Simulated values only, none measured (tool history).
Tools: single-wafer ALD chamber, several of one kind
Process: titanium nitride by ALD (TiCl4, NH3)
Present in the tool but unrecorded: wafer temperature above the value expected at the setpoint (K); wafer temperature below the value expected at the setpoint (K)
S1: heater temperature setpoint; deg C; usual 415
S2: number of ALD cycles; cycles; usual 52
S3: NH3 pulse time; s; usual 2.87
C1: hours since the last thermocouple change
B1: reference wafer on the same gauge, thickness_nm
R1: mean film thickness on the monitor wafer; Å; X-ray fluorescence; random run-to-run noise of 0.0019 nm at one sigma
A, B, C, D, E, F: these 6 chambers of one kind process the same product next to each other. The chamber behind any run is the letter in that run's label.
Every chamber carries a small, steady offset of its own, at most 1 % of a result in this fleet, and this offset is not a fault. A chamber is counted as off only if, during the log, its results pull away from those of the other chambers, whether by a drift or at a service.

run	hour	S1	S2	S3	C1	B1	R1
1F	7.1	415	52	2.87	2500.7	1.3798	11.7270
2D	13.8	415	52	2.87	841.3	1.3801	11.5670
3B	19.4	415	52	2.87	634.7	1.3812	11.5890
4C	24.6	415	52	2.87	586.5	1.3805	11.5520
5E	31.9	415	52	2.87	102.9	1.3806	11.5810
6A	39.0	415	52	2.87	256.1	1.3819	11.5780
7C	48.6	415	52	2.87	610.5	1.3816	11.6070
8F	54.7	415	52	2.87	2548.3	1.3823	11.7590
9E	60.7	415	52	2.87	131.7	1.3819	11.5680
10A	70.8	415	42	3.21	287.9	1.3819	9.4089
11B	81.1	415	42	3.21	696.4	1.3815	9.4373
12D	88.8	415	42	3.21	916.3	1.3825	9.3791
13F	100.1	415	42	3.21	2593.7	1.3835	9.5140
14A	105.6	415	42	3.21	322.7	1.3824	9.3927
15E	115.6	415	42	3.21	186.6	1.3841	9.3786
16D	123.5	415	52	2.87	951.0	1.3836	11.5810
17B	128.8	415	52	2.87	744.1	1.3837	11.6240
18C	134.9	415	52	3.35	696.8	1.3832	11.6540
19F	141.2	415	52	3.35	2634.8	1.3848	11.8020
20A	150.4	415	52	3.35	367.5	1.3849	11.6630
21D	158.1	415	52	3.35	985.6	1.3847	11.6790
22C	167.7	415	52	3.35	729.6	1.3851	11.6800
23B	175.0	415	52	3.35	790.3	1.3852	11.7330
24E	180.1	415	52	2.87	251.1	1.3853	11.6340
25D	185.6	415	52	2.87	1013.1	1.3854	11.6510
26C	191.8	415	52	2.87	753.7	1.3865	11.6540
27F	203.2	415	52	2.87	2696.8	1.3864	11.7800
28B	213.2	422	52	2.87	828.5	1.3861	11.6590
29A	220.4	422	52	2.87	437.5	1.3866	11.6360
30E	230.4	422	52	2.87	301.4	1.3864	11.6820
31F	239.7	422	52	2.87	2733.3	1.3869	11.7750
32E	250.6	422	52	2.87	321.6	1.3873	11.6560
33B	260.0	422	52	2.87	875.3	1.3877	11.6860
34C	268.7	415	52	2.87	830.6	1.3881	11.6370
35A	274.6	415	52	2.87	491.7	1.3879	11.6350
36D	279.8	407	58	2.87	1107.3	1.3884	12.9810
37F	287.0	407	58	2.87	2780.6	1.3878	13.1570
38A	294.2	407	58	2.87	511.3	1.3889	12.9760
39C	303.7	407	58	2.87	865.6	1.3890	12.9890
40E	315.1	407	58	2.87	386.1	1.3892	12.9950

Predict what each chamber gives when all 6 of them run the settings below next.
41A	323.3	415	52	2.87			?
41B	323.3	415	52	2.87			?
41C	323.3	415	52	2.87			?
41D	323.3	415	52	2.87			?
41E	323.3	415	52	2.87			?
41F	323.3	415	52	2.87			?

run	R1
41A	11.6500
41B	11.7030
41C	11.6780
41D	11.6550
41E	11.6710
41F	11.8290
